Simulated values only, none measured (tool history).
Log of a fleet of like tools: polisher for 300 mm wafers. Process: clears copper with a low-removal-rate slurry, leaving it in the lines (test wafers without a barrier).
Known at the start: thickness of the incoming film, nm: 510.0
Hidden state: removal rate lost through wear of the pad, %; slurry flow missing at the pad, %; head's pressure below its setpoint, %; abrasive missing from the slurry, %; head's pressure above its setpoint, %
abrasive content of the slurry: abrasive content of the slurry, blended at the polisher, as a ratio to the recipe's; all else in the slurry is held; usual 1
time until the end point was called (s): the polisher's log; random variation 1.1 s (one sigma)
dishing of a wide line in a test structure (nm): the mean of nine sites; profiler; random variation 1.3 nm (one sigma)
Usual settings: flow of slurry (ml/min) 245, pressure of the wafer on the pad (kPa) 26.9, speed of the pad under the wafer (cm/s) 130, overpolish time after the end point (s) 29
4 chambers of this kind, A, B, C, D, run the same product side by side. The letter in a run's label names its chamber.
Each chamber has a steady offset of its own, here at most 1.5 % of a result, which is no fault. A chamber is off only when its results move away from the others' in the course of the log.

run   hour  flow of slurry (ml/min)  pressure of the wafer on the pad (kPa)  speed of the pad under the wafer (cm/s)  abrasive content of the slurry  overpolish time after the end point (s)  wafers polished on this pad  hours since the slurry nozzle was cleaned  hours since the head pressure was calibrated  hours since the slurry blender was calibrated  time until the end point was called (s)  dishing of a wide line in a test structure (nm)
 1C    8.4                      245                                    26.9                                      130                               1                                       29                           52                                      182.7                                        1566.8                                          361.6                                   86.998                                           98.331
        15  -- chamber C: head pressure recalibrated
      18.8  -- chamber D: worn pad replaced by a new one
 2B   22.5                      245                                    26.9                                      130                               1                                       29                          138                                         77                                         317.6                                          398.8                                   87.653                                           96.928
      29.2  -- chamber A: worn pad replaced by a new one
 3D   31.6                      245                                    26.9                                      130                               1                                       29                           71                                      145.8                                         579.5                                           98.7                                   86.865                                           98.904
 4A   39.2                      245                                    26.9                                      130                               1                                       29                           56                                         64                                          62.9                                           88.1                                   88.189                                            96.88
 5B   53.2                      245                                    26.9                                      130                               1                                       29                          309                                      107.7                                         348.3                                          429.5                                    87.15                                           96.615
 6A     65                      245                                    26.9                                      130                               1                                       29                          200                                       89.8                                          88.7                                          113.9                                   86.441                                           101.01
 7D   75.3                      245                                    26.9                                      130                               1                                       29                          315                                      189.5                                         623.2                                          142.4                                   84.835                                           100.86
 8C   86.2                      245                                    26.9                                      130                               1                                       29                          486                                      260.5                                          71.3                                          439.4                                   87.134                                           98.453
      94.1  -- chamber C: slurry blender recalibrated
 9D   95.7                      245                                    26.9                                      130                               1                                       29                          429                                      209.9                                         643.6                                          162.8                                    84.31                                           97.651
      97.6  -- chamber C: worn pad replaced by a new one
10B  107.1                      245                                    26.9                                      130                               1                                       29                          610                                      161.6                                         402.2                                          483.4                                   86.835                                           99.074
     111.6  -- chamber B: slurry blender recalibrated
11C  113.9                      245                                    26.9                                      130                               1                                       29                           91                                      288.2                                            99                                           19.9                                   86.174                                           100.48
     122.5  -- chamber D: head pressure recalibrated
12A  123.6                      245                                    26.9                                      130                               1                                       29                          527                                      148.4                                         147.3                                          172.5                                   85.484                                           100.57
13D  130.9                      245                                    26.9                                      102                               1                                       29                          626                                      245.1                                           8.4                                            198                                   108.11                                           83.034
       138  -- chamber D: slurry blender recalibrated
14B    141                      245                                    26.9                                      102                               1                                       29                          799                                      195.5                                         436.1                                           29.5                                   108.78                                           82.932
     141.2  -- chamber B: worn pad replaced by a new one
     147.9  -- chamber A: worn pad replaced by a new one
15A  153.5                      245                                    26.9                                      102                               1                                       29                           31                                      178.3                                         177.2                                          202.4                                    109.9                                           83.278
16C    161                      245                                    26.9                                      102                               1                                       29                          354                                      335.3                                         146.1                                             67                                   107.84                                           82.207
17D    168                      245                                    26.9                                      130                               1                                       29                          833                                      282.2                                          45.5                                           30.1                                   86.658                                           97.626
18A  182.7                      245                                    26.9                                      130                               1                                       29                          194                                      207.5                                         206.4                                          231.6                                   85.216                                            99.13
     187.7  -- chamber B: slurry nozzle cleaned
     190.4  -- chamber C: worn pad replaced by a new one
19B  192.1                      245                                    26.9                                      130                               1                                       29                          284                                        4.4                                         487.2                                           80.6                                   86.393                                           97.418
     199.8  -- chamber A: slurry nozzle cleaned
20C  203.2                      190                                    26.9                                      130                               1                                       21                           72                                      377.5                                         188.3                                          109.2                                   90.075                                           77.324
21C  215.6                      190                                    26.9                                      130                               1                                       21                          141                                      389.9                                         200.7                                          121.6                                   87.178                                           77.503
       225  -- chamber D: worn pad replaced by a new one
22B    225                      190                                    26.9                                      130                               1                                       21                          468                                       37.3                                         520.1                                          113.5                                   86.587                                           75.765
23D  237.7                      190                                    26.9                                      130                               1                                       21                           71                                      351.9                                         115.2                                           99.8                                   88.813                                           76.354
24A  252.2                      245                                    26.9                                      130                               1                                       29                          582                                       52.5                                         275.9                                          301.1                                   87.389                                           98.174
     254.5  -- chamber A: slurry blender recalibrated
     258.2  -- chamber A: worn pad replaced by a new one
25C  259.4                      245                                    26.9                                      130                               1                                       29                          385                                      433.7                                         244.5                                          165.4                                    85.42                                           100.49
26B  273.8                      245                                    26.9                                      130                               1                                       29                          740                                       86.1                                         568.9                                          162.3                                   85.225                                           96.593
     274.2  -- chamber B: worn pad replaced by a new one
     278.4  -- chamber C: worn pad replaced by a new one
27A  284.7                      245                                    26.9                                      130                               1                                       29                          148                                         85                                         308.4                                           30.3                                   84.726                                           99.901
28D  292.6                      245                                    26.9                                      130                               1                                       29                          377                                      406.8                                         170.1                                          154.7                                   85.863                                           99.778
29C  300.5                      245                                    26.9                                      130                               1                                       29                          123                                      474.8                                         285.6                                          206.5                                   85.734                                           103.43
30A  315.3                      245                                    26.9                                      130                               1                                       29                          319                                      115.6                                           339                                           60.9                                   87.538                                           97.876
31D  327.7                      245                                    26.9                                      130                               1                                       29                          573                                      441.9                                         205.2                                          189.8                                    84.61                                           96.444
     338.8  -- chamber D: slurry nozzle cleaned
32B  340.3                      245                                    26.9                                      130                               1                                       29                          369                                      152.6                                         635.4                                          228.8                                   84.921                                           98.678
33C    348                      245                                    26.9                                      130                               1                                       29                          388                                      522.3                                         333.1                                            254                                   85.231                                           100.32
34B  354.4                      245                                    26.9                                      130                               1                                       29                          448                                      166.7                                         649.5                                          242.9                                   86.273                                           98.476
     355.2  -- chamber D: slurry blender recalibrated
35D  361.2                      245                                    26.9                                      130                               1                                       29                          760                                       22.4                                         238.7                                            6.1                                    85.37                                           99.093
36A  372.5                      245                                    26.9                                      130                               1                                       29                          638                                      172.8                                         396.2                                          118.1                                   84.886                                           99.914
37A  379.3                      245                                    26.9                                      130                               1                                       29                          676                                      179.6                                           403                                          124.9                                   86.433                                           100.38

Next, every chamber runs the same settings. What will each give?
38A  389.9                      245                                    26.9                                      130                               1                                       29                                                                                                                                                                                                             ?                                                ?
38B  389.9                      245                                    26.9                                      130                               1                                       29                                                                                                                                                                                                             ?                                                ?
38C  389.9                      245                                    26.9                                      130                               1                                       29                                                                                                                                                                                                             ?                                                ?
38D  389.9                      245                                    26.9                                      130                               1                                       29                                                                                                                                                                                                             ?                                                ?

run  time until the end point was called (s)  dishing of a wide line in a test structure (nm)
38A                                   87.647                                           97.267
38B                                   87.226                                           98.443
38C                                   85.448                                           100.44
38D                                   84.831                                           97.913

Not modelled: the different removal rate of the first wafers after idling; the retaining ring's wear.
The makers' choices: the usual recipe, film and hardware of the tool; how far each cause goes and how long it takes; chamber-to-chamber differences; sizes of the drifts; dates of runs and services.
